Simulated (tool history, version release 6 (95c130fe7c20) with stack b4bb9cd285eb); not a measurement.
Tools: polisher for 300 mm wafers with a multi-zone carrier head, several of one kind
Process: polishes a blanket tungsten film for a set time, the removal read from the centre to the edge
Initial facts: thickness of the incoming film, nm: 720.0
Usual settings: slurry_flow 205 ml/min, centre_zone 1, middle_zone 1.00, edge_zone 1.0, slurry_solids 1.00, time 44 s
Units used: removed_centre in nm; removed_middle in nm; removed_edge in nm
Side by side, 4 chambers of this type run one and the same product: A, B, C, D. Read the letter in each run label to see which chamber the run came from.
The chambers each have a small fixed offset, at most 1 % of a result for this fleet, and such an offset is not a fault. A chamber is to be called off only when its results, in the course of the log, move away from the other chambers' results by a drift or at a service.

run	hour	slurry_flow	centre_zone	middle_zone	edge_zone	slurry_solids	time	removed_centre	removed_middle	removed_edge
1C	6.4	205	1	1.00	1.0	1.00	44	243.56	240.96	243.04
2A	13.3	205	1	1.00	1.0	1.00	44	244.73	250.91	247.49
3B	18.7	205	1	1.00	1.0	1.00	44	242.23	246.67	247.42
4D	23.8	205	1	1.00	1.0	1.00	44	249.94	245.44	244.72
# hour 25.0: chamber B: worn pad replaced by a new one
5B	28.6	205	1	1.00	1.0	1.00	44	243.12	246.96	246.38
6D	35.4	205	1	1.00	1.0	1.00	44	249.97	246.83	246.22
# hour 35.7: chamber C: centre zone pressure recalibrated
# hour 37.3: chamber A: worn pad replaced by a new one
# hour 40.0: chamber B: edge zone pressure recalibrated
7A	40.5	205	1	1.00	1.0	1.00	44	244.47	249.39	246.49
8C	44.6	205	1	1.00	1.0	1.00	44	246.58	242.66	250.19
9C	48.3	205	1	1.00	1.0	1.00	44	248.71	254.52	241.19
10B	54.2	205	1	1.00	1.0	1.00	44	247.01	248.13	244.25
11A	60.6	205	1	1.00	1.0	1.00	44	245.57	249.60	251.41
12D	66.9	205	1	1.00	1.0	1.00	44	247.07	251.55	243.47
# hour 67.4: chamber D: worn pad replaced by a new one
13C	71.2	230	1	1.00	1.0	0.85	44	244.76	247.11	240.04
14B	76.8	230	1	1.00	1.0	0.85	44	242.15	239.34	238.74
# hour 80.0: chamber B: slurry nozzle cleaned
15A	83.8	230	1	1.00	1.0	0.85	44	240.40	246.15	242.70
16D	87.8	230	1	1.00	1.0	0.85	44	239.85	244.27	238.18
# hour 90.0: chamber A: worn pad replaced by a new one
17D	93.0	205	1	1.00	1.0	1.00	44	248.55	249.26	242.32
# hour 98.1: chamber C: worn pad replaced by a new one
18B	98.7	205	1	1.00	1.0	1.00	44	245.50	240.22	246.03
19A	103.2	205	1	1.00	1.0	1.00	44	243.34	246.21	250.60
20C	108.0	205	1	1.00	1.0	1.00	44	247.58	247.07	245.52
# hour 113.1: chamber B: worn pad replaced by a new one
21B	113.1	205	1	1.00	1.0	1.00	44	248.60	247.77	244.48
22D	119.6	205	1	1.00	1.0	1.00	44	244.84	242.18	242.70
# hour 124.7: chamber B: centre zone pressure recalibrated
23C	127.1	185	1	1.00	1.0	1.00	44	243.09	245.60	243.59
24A	130.6	185	1	1.00	1.0	1.00	44	243.47	242.35	240.29
25C	135.6	185	1	1.00	1.0	1.00	44	241.75	241.73	241.53
# hour 139.1: chamber D: worn pad replaced by a new one
26B	140.6	185	1	1.00	1.0	1.00	44	222.42	244.75	239.46
# hour 142.0: chamber A: worn pad replaced by a new one
27D	145.2	205	1	1.00	1.0	1.00	44	247.65	245.74	246.62
28A	148.6	205	1	1.00	1.0	1.00	56	312.89	316.12	316.49
29C	152.2	205	1	1.00	1.0	1.00	56	312.24	309.48	314.25
30A	159.2	205	1	1.00	1.0	1.00	56	314.50	315.54	321.24
# hour 160.6: chamber C: edge zone pressure recalibrated
31B	163.2	205	1	1.00	1.0	1.00	56	293.14	320.63	317.85
32D	168.9	205	1	1.00	1.0	1.00	44	243.33	243.12	249.49
33A	176.2	205	1	1.05	1.1	1.00	44	241.55	254.86	267.77
34B	179.8	205	1	1.05	1.1	1.00	44	231.30	258.26	258.68
35C	186.3	205	1	1.05	1.1	1.00	44	244.57	251.13	262.26
# hour 187.1: chamber A: worn pad replaced by a new one
# hour 188.8: chamber C: worn pad replaced by a new one
36D	193.6	205	1	1.05	1.1	1.00	44	248.55	256.19	255.94
37B	197.9	205	1	1.00	1.0	1.00	44	229.35	249.30	246.79
38C	204.9	205	1	1.00	1.0	1.00	44	247.14	247.97	253.76
39D	212.7	205	1	1.00	1.0	1.00	44	252.85	247.75	235.81
40A	218.0	205	1	1.00	1.0	1.00	44	245.38	243.12	248.78
41D	224.2	205	1	1.00	1.0	1.00	44	249.88	243.67	243.61

All chambers now run identical settings, listed one chamber a line with results as question marks. What results will each chamber show?
42A	229.8	205	1	1.00	1.0	0.85	44	?	?	?
42B	229.8	205	1	1.00	1.0	0.85	44	?	?	?
42C	229.8	205	1	1.00	1.0	0.85	44	?	?	?
42D	229.8	205	1	1.00	1.0	0.85	44	?	?	?

run	removed_centre	removed_middle	removed_edge
42A	232.99	242.85	238.08
42B	224.67	239.30	230.82
42C	238.59	242.27	232.03
42D	235.25	235.46	240.27
